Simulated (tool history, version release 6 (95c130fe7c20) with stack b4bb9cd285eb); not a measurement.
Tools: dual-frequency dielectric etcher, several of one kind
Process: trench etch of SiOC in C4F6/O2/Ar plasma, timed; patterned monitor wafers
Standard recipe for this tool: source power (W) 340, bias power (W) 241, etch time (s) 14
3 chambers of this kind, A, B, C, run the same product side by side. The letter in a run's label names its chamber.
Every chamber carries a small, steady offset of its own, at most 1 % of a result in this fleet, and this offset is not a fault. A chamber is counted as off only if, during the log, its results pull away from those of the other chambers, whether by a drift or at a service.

run   hour  source power (W)  bias power (W)  etch time (s)  read-back reference wafer on the same gauge, depth_nm  mean etch depth across the wafer (angstrom)
 1A    7.6               340             241             14                                                 24.296                                       302.26
 2C   23.3               340             241             14                                                 24.294                                       300.32
 3B     34               340             241             14                                                 24.294                                       298.49
 4B   50.2               340             241             14                                                  24.29                                       298.64
 5C   61.9               340             241             14                                                 24.287                                       299.92
 6A   76.9               340             241             14                                                 24.288                                       302.29
        79  -- chamber A: wet clean of the chamber
 7A   90.2               340             241             14                                                 24.287                                       301.93
      99.4  -- chamber C: source power generator calibrated
 8C    101               340             241             14                                                 24.282                                       300.15
 9B  108.5               290             241           10.5                                                 24.278                                       211.18
10B    116               290             241           10.5                                                 24.275                                       210.86
11C  128.4               290             241           10.5                                                 24.281                                       211.64
12A  135.8               340             241             14                                                 24.271                                       302.13
13B  148.8               340             241             14                                                 24.268                                       299.36
14A  162.9               340             241             14                                                 24.267                                       301.67
15C  176.8               340             241             14                                                 24.273                                       299.57
16B  192.5               340             241             14                                                 24.258                                       298.64
17C  201.9               340             241             14                                                 24.265                                       299.93
18A  215.1               340             241             14                                                 24.258                                       302.07
19A  224.9               340             241             14                                                 24.257                                       301.45
20B  239.5               340             241             14                                                 24.258                                       298.53
21C  254.5               420             241           16.5                                                  24.25                                       382.84
22B  263.7               420             241           16.5                                                 24.253                                       380.54
23A    271               420             241           16.5                                                 24.252                                       385.14
24C  280.6               340             241             14                                                 24.246                                       299.49
25C  288.9               340             241             14                                                 24.248                                       299.54
26B  296.9               340             241             14                                                  24.24                                       298.52
     299.7  -- chamber B: wet clean of the chamber
27A  308.2               340             241             14                                                 24.243                                       301.73
     316.1  -- chamber C: wet clean of the chamber
28B  320.6               340             241             14                                                 24.241                                       298.16
29C    336               340             241             14                                                 24.236                                        299.2
30A  350.7               290             241             14                                                 24.237                                       283.59
31B  362.9               290             241             14                                                 24.233                                       281.14
32C  378.1               290             241             14                                                 24.228                                        281.8
33A  394.5               340             241             14                                                 24.225                                       301.65
34A  406.3               340             241             14                                                 24.223                                       301.29
35B  413.8               340             241             14                                                 24.227                                       297.91
36C  425.3               340             241           10.5                                                 24.221                                        224.2
37A  439.4               340             241           10.5                                                 24.211                                       225.65
     444.4  -- chamber A: bias power generator calibrated
38B  449.1               340             241           10.5                                                 24.218                                       222.79
39C    458               340             241             14                                                 24.216                                       299.16
40C  473.5               340             241             14                                                 24.216                                       299.53
41A  485.1               340             241             14                                                 24.205                                       300.99
42B  498.1               340             241             14                                                   24.2                                       297.42
43A    514               340             241             14                                                 24.203                                       300.79
44B  523.9               340             241             14                                                 24.203                                       297.31

Next, every chamber runs the same settings. What will each give?
45A  535.7               290             241             14                                                                                                   ?
45B  535.7               290             241             14                                                                                                   ?
45C  535.7               290             241             14                                                                                                   ?

run  mean etch depth across the wafer (angstrom)
45A                                       283.19
45B                                       280.64
45C                                       281.24
